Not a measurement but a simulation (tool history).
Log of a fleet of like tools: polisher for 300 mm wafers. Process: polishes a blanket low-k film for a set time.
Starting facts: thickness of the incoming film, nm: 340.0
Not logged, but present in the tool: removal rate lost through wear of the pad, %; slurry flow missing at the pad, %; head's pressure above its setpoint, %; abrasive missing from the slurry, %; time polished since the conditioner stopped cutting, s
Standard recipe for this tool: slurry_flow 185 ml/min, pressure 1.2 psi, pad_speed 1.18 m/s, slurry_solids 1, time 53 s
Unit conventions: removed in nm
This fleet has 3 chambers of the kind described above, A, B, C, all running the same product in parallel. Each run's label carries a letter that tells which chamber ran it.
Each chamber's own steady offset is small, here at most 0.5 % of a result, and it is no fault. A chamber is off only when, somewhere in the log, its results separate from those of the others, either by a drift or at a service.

run,day,slurry_flow,pressure,pad_speed,slurry_solids,time,wafers polished on this pad,hours since the slurry nozzle was cleaned,hours since the head pressure was calibrated,hours since the slurry blender was calibrated,hours since the conditioning disc was replaced,removed
# day 0.117: chamber C: conditioning disc replaced and pad reconditioned
1A,0.362,185,1.2,1.18,1,53,835,331.6,116.7,104.3,80.5,15.116
# day 0.9: chamber B: slurry blender recalibrated
2C,0.925,185,1.2,1.18,1,53,647,101.3,748,433.8,19.4,15.03
# day 1.346: chamber A: slurry nozzle cleaned
3B,1.496,185,1.2,1.18,1,53,1094,586.8,546.7,14.3,127.6,15.581
# day 1.525: chamber B: conditioning disc replaced and pad reconditioned
# day 1.688: chamber B: worn pad replaced by a new one
4A,1.933,185,1.2,1.18,1,53,1332,14.1,154.4,142,118.2,14.606
# day 2.283: chamber A: worn pad replaced by a new one
5C,2.317,185,1.2,1.18,1,53,1087,134.7,781.4,467.2,52.8,15.136
6B,2.667,185,1.2,0.9,1,53,310,614.9,574.8,42.4,27.5,12.036
# day 2.817: chamber C: slurry blender recalibrated
# day 2.867: chamber B: slurry nozzle cleaned
7B,3.242,185,1.2,0.9,1,53,491,9.1,588.6,56.2,41.3,11.953
# day 3.421: chamber A: conditioning disc replaced and pad reconditioned
8C,3.758,185,1.2,0.9,1,53,1542,169.3,816,22.6,87.4,12.295
9A,4.183,185,1.2,1.18,1,53,601,68.1,208.4,196,18.3,15.183
10C,4.842,185,1.2,1.18,1,53,1885,195.3,842,48.6,113.4,15.188
# day 5.325: chamber B: worn pad replaced by a new one
11B,5.488,185,1.2,1.18,1,53,51,63,642.5,110.1,95.2,15.015
# day 5.796: chamber C: head pressure recalibrated
12A,5.825,185,1.2,1.18,1,53,1119,107.5,247.8,235.4,57.7,14.757
13B,6.508,185,1.2,1.18,1,53,374,87.5,667,134.6,119.7,14.965
# day 6.554: chamber A: worn pad replaced by a new one
14A,7.088,185,1.2,1.18,1,53,169,137.8,278.1,265.7,88,15.499
# day 7.1: chamber B: conditioning disc replaced and pad reconditioned
15C,7.529,185,1.2,1.18,1,53,2734,259.8,41.7,113.1,177.9,14.898
16A,7.896,185,1.2,1.18,1,53,424,157.2,297.5,285.1,107.4,15.154
17B,8.217,185,1.2,1.18,1,53,913,128.5,708,175.6,26.9,15.012
18C,8.704,185,1.2,1.18,1,53,3105,288,69.9,141.3,206.1,15.283
# day 8.846: chamber A: conditioning disc replaced and pad reconditioned
19A,9.192,185,1.2,1.18,1,53,834,188.3,328.6,316.2,8.3,15.103
20B,9.512,185,1.2,1.18,1,53,1323,159.6,739.1,206.7,58,14.911
# day 9.55: chamber B: worn pad replaced by a new one
# day 9.575: chamber C: conditioning disc replaced and pad reconditioned
21C,10.125,185,1.2,1.18,1,53,3554,322.1,104,175.4,13.2,14.837
22B,10.754,185,1.2,1.18,1,53,380,189.4,768.9,236.5,87.8,15.337
23A,11.096,185,1.2,1.18,1,53,1435,234,374.3,361.9,54,15.064
24C,11.517,185,1.2,1.18,1,53,3994,355.5,137.4,208.8,46.6,14.605
# day 11.596: chamber A: worn pad replaced by a new one
# day 12.146: chamber A: slurry blender recalibrated
25C,12.162,185,1.2,1.18,1,53,4198,371,152.9,224.3,62.1,14.306
# day 12.262: chamber B: slurry blender recalibrated
# day 12.538: chamber C: slurry nozzle cleaned
# day 12.646: chamber B: conditioning disc replaced and pad reconditioned
26A,12.758,185,1.2,1.18,1,53,368,273.9,414.2,14.7,93.9,15.183
27B,13.167,185,1,0.78,1,53,1142,247.3,826.8,21.8,12.5,9.1649
28C,13.554,185,1,0.78,1,53,4638,24.4,186.3,257.7,95.5,8.4981
29A,13.9,185,1,0.78,1,53,729,301.3,441.6,42.1,121.3,8.9275
# day 13.908: chamber A: conditioning disc replaced and pad reconditioned
# day 14.038: chamber B: worn pad replaced by a new one
30B,14.483,185,1.2,1.18,1,53,141,278.9,858.4,53.4,44.1,15.04
31C,14.967,185,1.2,1.18,1,53,5084,58.3,220.2,291.6,129.4,14.134
32A,15.312,185,1.2,1.18,1,53,1175,335.2,475.5,76,33.8,14.92
33B,15.992,185,1.2,1.18,1,53,618,315.1,894.6,89.6,80.3,15.052
# day 16.371: chamber A: worn pad replaced by a new one
34B,16.488,185,1.2,1.18,1,53,774,327,906.5,101.5,92.2,15.326
35A,16.958,185,1.2,1.18,1,53,185,374.7,515,115.5,73.3,14.785
# day 17.183: chamber A: slurry nozzle cleaned
36C,17.608,185,1.2,1.18,1,53,5919,121.7,283.6,355,192.8,13.689
# day 17.638: chamber B: worn pad replaced by a new one
# day 18.029: chamber B: conditioning disc replaced and pad reconditioned
37B,18.271,185,1.2,1.18,1,53,200,369.8,949.3,144.3,5.9,14.975
38C,18.608,185,1.2,1.18,1,53,6235,145.7,307.6,379,216.8,13.224
39A,19.238,185,1.2,1.18,1,53,905,49.4,569.7,170.2,128,14.686
40B,19.562,185,1.2,1.18,1,53,608,400.8,980.3,175.3,36.9,15.108

For the next run the whole fleet of 3 chambers uses the same settings. Give each chamber's results:
41A,20.058,185,1.2,1.18,1,53,,,,,,?
41B,20.058,185,1.2,1.18,1,53,,,,,,?
41C,20.058,185,1.2,1.18,1,53,,,,,,?

run,removed
41A,15.166
41B,15.314
41C,13.493
